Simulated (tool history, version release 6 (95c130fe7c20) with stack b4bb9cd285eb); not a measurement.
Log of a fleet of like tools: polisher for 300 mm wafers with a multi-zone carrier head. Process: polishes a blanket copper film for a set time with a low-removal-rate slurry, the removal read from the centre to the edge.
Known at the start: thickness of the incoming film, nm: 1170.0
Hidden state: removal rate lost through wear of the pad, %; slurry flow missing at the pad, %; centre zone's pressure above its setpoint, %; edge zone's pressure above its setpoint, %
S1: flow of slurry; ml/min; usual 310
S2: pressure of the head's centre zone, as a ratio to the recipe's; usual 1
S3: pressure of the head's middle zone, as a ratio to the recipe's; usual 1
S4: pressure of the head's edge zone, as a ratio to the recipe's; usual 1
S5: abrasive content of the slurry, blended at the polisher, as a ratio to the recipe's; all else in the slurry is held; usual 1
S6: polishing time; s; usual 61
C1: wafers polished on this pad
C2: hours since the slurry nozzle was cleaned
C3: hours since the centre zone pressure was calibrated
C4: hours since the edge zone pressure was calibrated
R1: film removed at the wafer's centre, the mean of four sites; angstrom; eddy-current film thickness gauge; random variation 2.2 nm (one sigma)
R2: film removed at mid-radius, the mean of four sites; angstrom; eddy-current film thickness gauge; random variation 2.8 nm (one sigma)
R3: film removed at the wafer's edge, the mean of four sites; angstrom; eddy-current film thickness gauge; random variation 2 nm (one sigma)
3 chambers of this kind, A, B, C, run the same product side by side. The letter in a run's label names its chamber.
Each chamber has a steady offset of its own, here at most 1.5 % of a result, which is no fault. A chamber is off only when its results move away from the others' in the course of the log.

run,hour,S1,S2,S3,S4,S5,S6,C1,C2,C3,C4,R1,R2,R3
1C,7.1,310,1,1,1,1,61,142,468,1022,249.6,2178.9,2151.4,2167.7
# hour 11: chamber B: worn pad replaced by a new one
2B,12.1,310,1,1,1,1,61,14,537.8,1044.9,151.3,2129.9,2094.9,2096.3
3A,18.5,310,1,1,1,1,61,253,254.3,1022.3,456.2,2107.3,2096.2,2114.4
4B,25,310,1,1,1,1,61,187,550.7,1057.8,164.2,2089.1,2110.2,2113.9
5A,32.2,310,1,1,1,1,61,436,268,1036,469.9,2161.5,2142.1,2110
6C,37.5,310,1,1,1,1,61,548,498.4,1052.4,280,2161,2145.6,2160.9
7B,41.4,310,1,1.1,1,0.75,61,406,567.1,1074.2,180.6,1999.2,2219.4,1973.3
8C,48.4,310,1,1.1,1,0.75,61,693,509.3,1063.3,290.9,2038.9,2194.6,2035.2
9A,52.1,310,1,1.1,1,0.75,61,701,287.9,1055.9,489.8,2045.1,2196.3,1975.9
10C,56.3,310,1,1,1,1,61,799,517.2,1071.2,298.8,2195,2163.3,2174.1
# hour 58.7: chamber B: slurry nozzle cleaned
# hour 60.2: chamber B: worn pad replaced by a new one
11A,60.2,310,1,1,1,1,61,810,296,1064,497.9,2113.1,2101.7,2086.7
# hour 60.8: chamber B: centre zone pressure recalibrated
12B,63.8,310,1.1,1,0.89,1,61,48,5.1,3.1,203,2351.6,2141.1,1999.9
# hour 65.4: chamber A: worn pad replaced by a new one
13B,70.6,310,1.1,1,0.89,1,61,139,11.9,9.9,209.8,2363.7,2138.1,1977.3
14C,76.9,310,1.1,1,0.89,1,61,1074,537.8,1091.8,319.4,2394.7,2142.9,2030.2
15A,81.5,310,1,1,1,1,61,215,317.3,1085.3,519.2,2160.5,2123,2118.7
16C,88.1,310,1,1,1,1,61,1223,549,1103,330.6,2115.2,2153.4,2138.6
17B,96.3,310,1,1,1,1,61,482,37.6,35.6,235.5,2133.9,2149.2,2124.4
# hour 98.1: chamber B: worn pad replaced by a new one
18A,99.9,310,1,1,1,1,61,461,335.7,1103.7,537.6,2128.7,2079.4,2104.9
19B,107.5,310,1,1,1,1,61,126,48.8,46.8,246.7,2128.4,2123.3,2128.2
# hour 110.3: chamber C: centre zone pressure recalibrated
20A,111.3,310,1,1,0.89,1,73,613,347.1,1115.1,549,2540.3,2577.1,2360.3
21C,118.3,310,1,1,0.89,1,73,1627,579.2,8,360.8,2596.5,2565.2,2418.9
# hour 119.2: chamber A: worn pad replaced by a new one
# hour 122.5: chamber C: worn pad replaced by a new one
22A,124,310,1,1,0.89,1,73,65,359.8,1127.8,561.7,2600.8,2521.5,2400.5
23B,130.4,310,1,1,1,1,61,432,71.7,69.7,269.6,2144.7,2096.9,2158.3
24C,135.2,310,1,1,1,1,61,170,596.1,24.9,377.7,2137.8,2167.1,2144.9
25B,140.2,310,1,1,1,1,61,563,81.5,79.5,279.4,2123.3,2103.1,2143
# hour 141.1: chamber A: centre zone pressure recalibrated
# hour 147: chamber B: worn pad replaced by a new one
26C,147,310,1,1,1,1,61,327,607.9,36.7,389.5,2140,2135.7,2129
27A,154.4,310,1,1,1,1,61,471,390.2,13.4,592.1,2388.7,2135.3,2125.4
28A,162.6,310,1,1,1,1,61,580,398.4,21.6,600.3,2410.7,2103.8,2122.9
29B,167.7,310,1,1,1,1.2,76,276,109,107,306.9,2765.3,2687.4,2767.8
30C,173.8,310,1,1,1,1.2,76,685,634.7,63.5,416.3,2840.7,2798.6,2758.1
31B,179.1,310,1,1,1,1.2,76,429,120.4,118.4,318.3,2786.5,2816.3,2780.3
32C,184,310,1,1,1,1,61,821,644.9,73.7,426.5,2112.6,2130.5,2115.6
# hour 185.7: chamber A: worn pad replaced by a new one
33A,190.7,310,1,1,1,1,61,67,426.5,49.7,628.4,2375,2122.1,2096.8
# hour 194.6: chamber B: worn pad replaced by a new one
34C,194.7,210,1,0.91,1,1,61,964,655.6,84.4,437.2,2089.8,1903.6,2062.1
35A,202.1,210,1,0.91,1,1,61,220,437.9,61.1,639.8,2226,1834.6,2032.7
36B,209.4,210,1,0.91,1,1,61,198,150.7,148.7,348.6,2020.8,1889.7,2053.7
37A,213.7,310,1,1,1,1,61,374,449.5,72.7,651.4,2344.7,2108.9,2112
38B,217.5,310,1,1,1,1,61,306,158.8,156.8,356.7,2113.9,2104.5,2106.2

What goes on in this fleet: one chamber off, a drifting gauge, or nothing beyond the chambers' own small offsets? Name the chamber and the cause, if any.

A service left chamber A off against the others.
Cause: centre zone's pressure above its setpoint, % = 9.94.

Here are 4 candidates for chamber A's next run, each the usual settings with a change, their results left as question marks. Which one brings its results back in line with what the others give on the usual settings?
In line means no further than this from the other chambers' mean on the usual settings: R1 78 angstrom; R2 97 angstrom; R3 69 angstrom
39A-1,223.4,310,1.03,0.99,0.99,1,61,,,,,?,?,?
39A-2,223.4,305,0.91,1.02,1.03,1,61,,,,,?,?,?
39A-3,223.4,310,0.97,1.01,1.01,1,61,,,,,?,?,?
39A-4,223.4,315,1.09,0.98,0.97,1,61,,,,,?,?,?

The other chambers' mean on the usual settings: R1 2141.2 angstrom; R2 2135.3 angstrom; R3 2143.3 angstrom
run,R1,R2,R3
39A-1,2455.2,2092,2116.4
39A-2,2137.7,2148.9,2157
39A-3,2298.4,2131.9,2137.9
39A-4,2616.6,2074.9,2096.9
39A-2 brings the chamber back in line.
